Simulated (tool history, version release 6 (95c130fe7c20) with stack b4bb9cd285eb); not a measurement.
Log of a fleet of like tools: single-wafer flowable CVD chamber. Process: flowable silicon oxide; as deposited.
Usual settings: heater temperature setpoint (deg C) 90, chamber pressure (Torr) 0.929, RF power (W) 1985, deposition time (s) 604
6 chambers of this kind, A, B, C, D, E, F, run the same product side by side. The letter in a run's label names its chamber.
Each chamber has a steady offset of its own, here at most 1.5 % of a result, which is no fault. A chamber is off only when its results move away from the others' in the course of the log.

run   hour  heater temperature setpoint (deg C)  chamber pressure (Torr)  RF power (W)  deposition time (s)  hours since the last thermocouple change  hours since the last RF generator calibration  hours since the last manometer calibration  read-back reference wafer on the same gauge, thickness_nm  mean film thickness on the monitor wafer (nm)
 1C    6.4                                   90                    0.929          1985                  604                                       185                                         1218.8                                       778.5                                                     655.54                                         615.18
 2F   17.6                                   90                    0.929          1985                  604                                    2193.1                                          699.1                                      2165.7                                                     657.19                                          610.4
 3E   26.6                                   90                    0.929          1985                  604                                    1492.3                                         2098.9                                       313.9                                                     657.86                                         615.14
 4D   32.5                                   90                    0.929          1985                  604                                     517.6                                          939.9                                       349.7                                                     656.42                                         621.43
 5B   40.6                                   90                    0.929          1985                  604                                     870.1                                         1223.1                                      1177.2                                                        657                                         609.31
 6A   52.7                                   90                    0.929          1985                  604                                       303                                           91.8                                       194.9                                                     658.02                                         617.42
 7C     64                                   90                    0.929          1985                  604                                     242.6                                         1276.4                                       836.1                                                     657.73                                         610.17
 8B   75.8                                   90                    0.929          1985                  604                                     905.3                                         1258.3                                      1212.4                                                     656.87                                         618.58
 9F   87.8                                   90                    0.929          1985                  604                                    2263.3                                          769.3                                      2235.9                                                     657.45                                         609.75
10E   99.7                                   90                    0.929          1985                  604                                    1565.4                                           2172                                         387                                                     657.96                                         618.31
11D  109.1                                   90                    0.929          1985                  604                                     594.2                                         1016.5                                       426.3                                                      656.6                                         623.67
12A  118.1                                   90                    0.929          1985                  604                                     368.4                                          157.2                                       260.3                                                     657.59                                            619
13B  124.7                                   90                    0.929          1985                  604                                     954.2                                         1307.2                                      1261.3                                                     657.25                                         612.92
14D  135.7                                   90                    0.929          1985                  604                                     620.8                                         1043.1                                       452.9                                                     657.08                                         631.46
     140.4  -- chamber F: capacitance manometer re-zeroed and calibrated
15A  145.2                                   82                    0.929          1985                  604                                     395.5                                          184.3                                       287.4                                                     656.85                                         781.09
16C  154.9                                   82                    0.929          1985                  604                                     333.5                                         1367.3                                         927                                                     656.31                                         784.16
17E  167.1                                   82                    0.929          1985                  604                                    1632.8                                         2239.4                                       454.4                                                     657.54                                         779.63
18F  175.4                                   82                    0.929          1985                  604                                    2350.9                                          856.9                                          35                                                     656.42                                         769.09
19A  182.7                                   82                    0.929          1985                  604                                       433                                          221.8                                       324.9                                                     656.74                                         784.62
20D  193.2                                   82                    0.929          1985                  604                                     678.3                                         1100.6                                       510.4                                                     657.21                                          796.6
     195.2  -- chamber E: thermocouple changed; heater temperature recalibrated
21E  205.2                                   90                    0.929          1985                  604                                      10.1                                         2277.5                                       492.5                                                     657.79                                         662.77
22F  217.7                                   90                    0.929          1985                  604                                    2393.2                                          899.2                                        77.3                                                      657.2                                         603.81
23C  229.9                                   90                    0.929          1985                  604                                     408.5                                         1442.3                                        1002                                                     656.76                                         623.21
     241.3  -- chamber F: thermocouple changed; heater temperature recalibrated
24B  242.2                                   90                    0.929          1985                  604                                    1071.7                                         1424.7                                      1378.8                                                     658.06                                         613.38
25E  248.5                                   90                    0.929          1985                  604                                      53.4                                         2320.8                                       535.8                                                     657.19                                         659.39
26A  254.4                                   90                    0.929          2280                  604                                     504.7                                          293.5                                       396.6                                                     655.96                                         640.27
27D  260.9                                   90                    0.929          2280                  604                                       746                                         1168.3                                       578.1                                                     657.01                                         637.87
28C  273.4                                   90                    0.929          2280                  604                                       452                                         1485.8                                      1045.5                                                     657.25                                         635.07
29F  279.8                                   90                    0.929          2280                  604                                      38.5                                          961.3                                       139.4                                                     657.81                                         626.51
30B  289.5                                   90                    0.929          2280                  604                                      1119                                           1472                                      1426.1                                                     656.98                                         626.57
31B  296.2                                   90                    0.929          2280                  604                                    1125.7                                         1478.7                                      1432.8                                                     658.09                                         630.65
     302.2  -- chamber E: RF generator calibrated
32F  306.2                                   90                    0.929          1985                  604                                      64.9                                          987.7                                       165.8                                                     657.93                                         602.96
33A  314.1                                   90                    1.049          1985                  604                                     564.4                                          353.2                                       456.3                                                     656.61                                         719.93
     322.6  -- chamber C: capacitance manometer re-zeroed and calibrated
34C  322.8                                   90                    1.049          1985                  604                                     501.4                                         1535.2                                         0.3                                                      656.8                                         711.89
35E  334.8                                   90                    1.049          1985                  604                                     139.7                                           32.6                                       622.1                                                     657.13                                         768.35
36D  344.4                                   90                    1.049          1985                  604                                     829.5                                         1251.8                                       661.6                                                     656.87                                         724.04
37B  356.4                                   90                    1.049          1985                  604                                    1185.9                                         1538.9                                        1493                                                     656.98                                         714.82
38E  368.8                                   90                    1.049          1985                  604                                     173.7                                           66.6                                       656.1                                                      656.2                                         773.03
39A  375.8                                   90                    1.037          1985                  604                                     626.1                                          414.9                                         518                                                     656.65                                         702.87
40F  387.4                                   90                    1.037          1985                  604                                     146.1                                         1068.9                                         247                                                     656.82                                         691.51
41C  399.2                                   90                    1.037          1985                  604                                     577.8                                         1611.6                                        76.7                                                     656.98                                         705.78
42D  411.4                                   90                    1.037          1985                  604                                     896.5                                         1318.8                                       728.6                                                     656.99                                          710.5
43D  420.5                                   90                    1.037          1985                  604                                     905.6                                         1327.9                                       737.7                                                     656.56                                         722.04

Next, every chamber runs the same settings. What will each give?
44A  429.8                                  100                    0.929          1985                  604                                                                                                                                                                                                                                              ?
44B  429.8                                  100                    0.929          1985                  604                                                                                                                                                                                                                                              ?
44C  429.8                                  100                    0.929          1985                  604                                                                                                                                                                                                                                              ?
44D  429.8                                  100                    0.929          1985                  604                                                                                                                                                                                                                                              ?
44E  429.8                                  100                    0.929          1985                  604                                                                                                                                                                                                                                              ?
44F  429.8                                  100                    0.929          1985                  604                                                                                                                                                                                                                                              ?

run  mean film thickness on the monitor wafer (nm)
44A                                         444.76
44B                                         444.64
44C                                         439.73
44D                                         449.97
44E                                         479.11
44F                                         432.79
